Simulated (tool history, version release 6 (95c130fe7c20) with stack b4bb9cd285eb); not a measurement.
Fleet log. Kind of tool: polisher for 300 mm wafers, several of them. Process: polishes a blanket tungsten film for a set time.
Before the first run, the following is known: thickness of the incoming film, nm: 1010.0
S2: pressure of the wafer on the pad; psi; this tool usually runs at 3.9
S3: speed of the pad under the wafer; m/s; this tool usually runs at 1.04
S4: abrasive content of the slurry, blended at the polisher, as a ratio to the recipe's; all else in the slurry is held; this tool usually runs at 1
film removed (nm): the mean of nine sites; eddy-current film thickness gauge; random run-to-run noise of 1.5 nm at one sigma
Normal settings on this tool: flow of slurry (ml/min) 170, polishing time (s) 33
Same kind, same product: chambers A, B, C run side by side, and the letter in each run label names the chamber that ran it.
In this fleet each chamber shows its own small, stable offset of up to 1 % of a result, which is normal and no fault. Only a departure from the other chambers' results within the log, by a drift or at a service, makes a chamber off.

{"hour": 7.6, "done": "chamber A: worn pad replaced by a new one"}
{"hour": 9.0, "done": "chamber A: slurry tank refilled with fresh slurry and peroxide"}
{"hour": 10.6, "done": "chamber B: slurry tank refilled with fresh slurry and peroxide"}
{"run": "1B", "hour": 10.6, "flow of slurry (ml/min)": 170, "S2": 3.9, "S3": 1.04, "S4": 1, "polishing time (s)": 33, "film removed (nm)": 160.86}
{"hour": 16.9, "done": "chamber C: worn pad replaced by a new one"}
{"run": "2C", "hour": 20.8, "flow of slurry (ml/min)": 170, "S2": 3.9, "S3": 1.04, "S4": 1, "polishing time (s)": 33, "film removed (nm)": 161.8}
{"hour": 26.8, "done": "chamber B: worn pad replaced by a new one"}
{"run": "3A", "hour": 27.7, "flow of slurry (ml/min)": 170, "S2": 3.9, "S3": 1.04, "S4": 1, "polishing time (s)": 33, "film removed (nm)": 167.5}
{"run": "4C", "hour": 34.1, "flow of slurry (ml/min)": 170, "S2": 3.9, "S3": 1.04, "S4": 1, "polishing time (s)": 33, "film removed (nm)": 165.25}
{"hour": 38.2, "done": "chamber A: slurry blender recalibrated"}
{"run": "5A", "hour": 39.7, "flow of slurry (ml/min)": 170, "S2": 3.9, "S3": 1.04, "S4": 1, "polishing time (s)": 33, "film removed (nm)": 165.9}
{"run": "6B", "hour": 46.7, "flow of slurry (ml/min)": 170, "S2": 3.9, "S3": 1.04, "S4": 1, "polishing time (s)": 33, "film removed (nm)": 162.68}
{"run": "7B", "hour": 55.5, "flow of slurry (ml/min)": 170, "S2": 3.9, "S3": 1.04, "S4": 1, "polishing time (s)": 33, "film removed (nm)": 161.54}
{"hour": 65.0, "done": "chamber A: worn pad replaced by a new one"}
{"run": "8C", "hour": 67.3, "flow of slurry (ml/min)": 170, "S2": 3.9, "S3": 1.04, "S4": 1, "polishing time (s)": 33, "film removed (nm)": 162.24}
{"run": "9A", "hour": 75.1, "flow of slurry (ml/min)": 170, "S2": 3.9, "S3": 1.04, "S4": 1, "polishing time (s)": 33, "film removed (nm)": 165.31}
{"hour": 81.3, "done": "chamber B: slurry tank refilled with fresh slurry and peroxide"}
{"hour": 83.3, "done": "chamber C: worn pad replaced by a new one"}
{"run": "10B", "hour": 87.4, "flow of slurry (ml/min)": 170, "S2": 3.9, "S3": 1.04, "S4": 1, "polishing time (s)": 33, "film removed (nm)": 163.73}
{"hour": 94.3, "done": "chamber B: slurry blender recalibrated"}
{"run": "11C", "hour": 98.5, "flow of slurry (ml/min)": 170, "S2": 3.9, "S3": 1.04, "S4": 1, "polishing time (s)": 33, "film removed (nm)": 159.69}
{"hour": 100.1, "done": "chamber B: worn pad replaced by a new one"}
{"run": "12A", "hour": 108.4, "flow of slurry (ml/min)": 170, "S2": 3.9, "S3": 1.04, "S4": 1, "polishing time (s)": 33, "film removed (nm)": 168.5}
{"hour": 115.3, "done": "chamber A: worn pad replaced by a new one"}
{"run": "13B", "hour": 118.5, "flow of slurry (ml/min)": 170, "S2": 3.9, "S3": 1.04, "S4": 1, "polishing time (s)": 33, "film removed (nm)": 163.35}
{"hour": 129.8, "done": "chamber A: slurry tank refilled with fresh slurry and peroxide"}
{"run": "14A", "hour": 130.2, "flow of slurry (ml/min)": 170, "S2": 3.9, "S3": 1.04, "S4": 1, "polishing time (s)": 33, "film removed (nm)": 167.2}
{"run": "15C", "hour": 138.8, "flow of slurry (ml/min)": 170, "S2": 3.9, "S3": 1.04, "S4": 1, "polishing time (s)": 33, "film removed (nm)": 155.79}
{"hour": 142.0, "done": "chamber B: slurry nozzle cleaned"}
{"run": "16A", "hour": 145.3, "flow of slurry (ml/min)": 170, "S2": 3.9, "S3": 1.04, "S4": 1, "polishing time (s)": 33, "film removed (nm)": 164.01}
{"hour": 149.1, "done": "chamber B: slurry tank refilled with fresh slurry and peroxide"}
{"hour": 155.7, "done": "chamber C: worn pad replaced by a new one"}
{"run": "17C", "hour": 157.2, "flow of slurry (ml/min)": 220, "S2": 4.9, "S3": 1.04, "S4": 1, "polishing time (s)": 33, "film removed (nm)": 200.87}
{"run": "18B", "hour": 163.7, "flow of slurry (ml/min)": 220, "S2": 4.9, "S3": 1.04, "S4": 1, "polishing time (s)": 33, "film removed (nm)": 212.48}
{"hour": 174.6, "done": "chamber A: worn pad replaced by a new one"}
{"run": "19C", "hour": 175.3, "flow of slurry (ml/min)": 220, "S2": 4.9, "S3": 1.04, "S4": 1, "polishing time (s)": 33, "film removed (nm)": 204.76}
{"run": "20A", "hour": 181.1, "flow of slurry (ml/min)": 170, "S2": 5.1, "S3": 1.04, "S4": 1.25, "polishing time (s)": 33, "film removed (nm)": 230.63}
{"run": "21B", "hour": 189.7, "flow of slurry (ml/min)": 170, "S2": 5.1, "S3": 1.04, "S4": 1.25, "polishing time (s)": 33, "film removed (nm)": 226.01}
{"hour": 191.5, "done": "chamber B: worn pad replaced by a new one"}
{"hour": 192.4, "done": "chamber A: slurry blender recalibrated"}
{"run": "22C", "hour": 202.7, "flow of slurry (ml/min)": 170, "S2": 5.1, "S3": 1.04, "S4": 1.25, "polishing time (s)": 33, "film removed (nm)": 212.4}
{"run": "23B", "hour": 211.1, "flow of slurry (ml/min)": 170, "S2": 3.9, "S3": 1.04, "S4": 1, "polishing time (s)": 33, "film removed (nm)": 162.65}
{"run": "24A", "hour": 218.9, "flow of slurry (ml/min)": 170, "S2": 3.9, "S3": 1.04, "S4": 1, "polishing time (s)": 33, "film removed (nm)": 166.4}
{"hour": 222.4, "done": "chamber C: worn pad replaced by a new one"}
{"run": "25A", "hour": 225.0, "flow of slurry (ml/min)": 170, "S2": 3.9, "S3": 1.22, "S4": 1, "polishing time (s)": 33, "film removed (nm)": 196.01}
{"run": "26C", "hour": 234.1, "flow of slurry (ml/min)": 170, "S2": 3.9, "S3": 1.22, "S4": 1, "polishing time (s)": 33, "film removed (nm)": 174.01}
{"hour": 236.0, "done": "chamber B: slurry tank refilled with fresh slurry and peroxide"}
{"hour": 237.9, "done": "chamber A: worn pad replaced by a new one"}
{"run": "27B", "hour": 240.7, "flow of slurry (ml/min)": 170, "S2": 3.9, "S3": 1.22, "S4": 1, "polishing time (s)": 33, "film removed (nm)": 193.42}
{"run": "28B", "hour": 247.6, "flow of slurry (ml/min)": 170, "S2": 3.9, "S3": 1.04, "S4": 1, "polishing time (s)": 33, "film removed (nm)": 162.96}
{"hour": 253.9, "done": "chamber A: slurry tank refilled with fresh slurry and peroxide"}
{"run": "29A", "hour": 258.4, "flow of slurry (ml/min)": 170, "S2": 3.9, "S3": 1.04, "S4": 1, "polishing time (s)": 33, "film removed (nm)": 164.57}
{"hour": 259.3, "done": "chamber C: slurry nozzle cleaned"}
{"run": "30C", "hour": 265.7, "flow of slurry (ml/min)": 215, "S2": 3.9, "S3": 0.86, "S4": 1, "polishing time (s)": 33, "film removed (nm)": 124.68}
{"run": "31A", "hour": 274.7, "flow of slurry (ml/min)": 215, "S2": 3.9, "S3": 0.86, "S4": 1, "polishing time (s)": 33, "film removed (nm)": 140.54}
{"run": "32C", "hour": 285.3, "flow of slurry (ml/min)": 215, "S2": 3.9, "S3": 0.86, "S4": 1, "polishing time (s)": 33, "film removed (nm)": 124.82}

Next, every chamber runs the same settings. What will each give?
{"run": "33A", "hour": 294.6, "flow of slurry (ml/min)": 170, "S2": 3.9, "S3": 1.04, "S4": 1, "polishing time (s)": 33, "film removed (nm)": "?"}
{"run": "33B", "hour": 294.6, "flow of slurry (ml/min)": 170, "S2": 3.9, "S3": 1.04, "S4": 1, "polishing time (s)": 33, "film removed (nm)": "?"}
{"run": "33C", "hour": 294.6, "flow of slurry (ml/min)": 170, "S2": 3.9, "S3": 1.04, "S4": 1, "polishing time (s)": 33, "film removed (nm)": "?"}

run=33A film_removed_(nm)=164.04
run=33B film_removed_(nm)=165.26
run=33C film_removed_(nm)=143.39
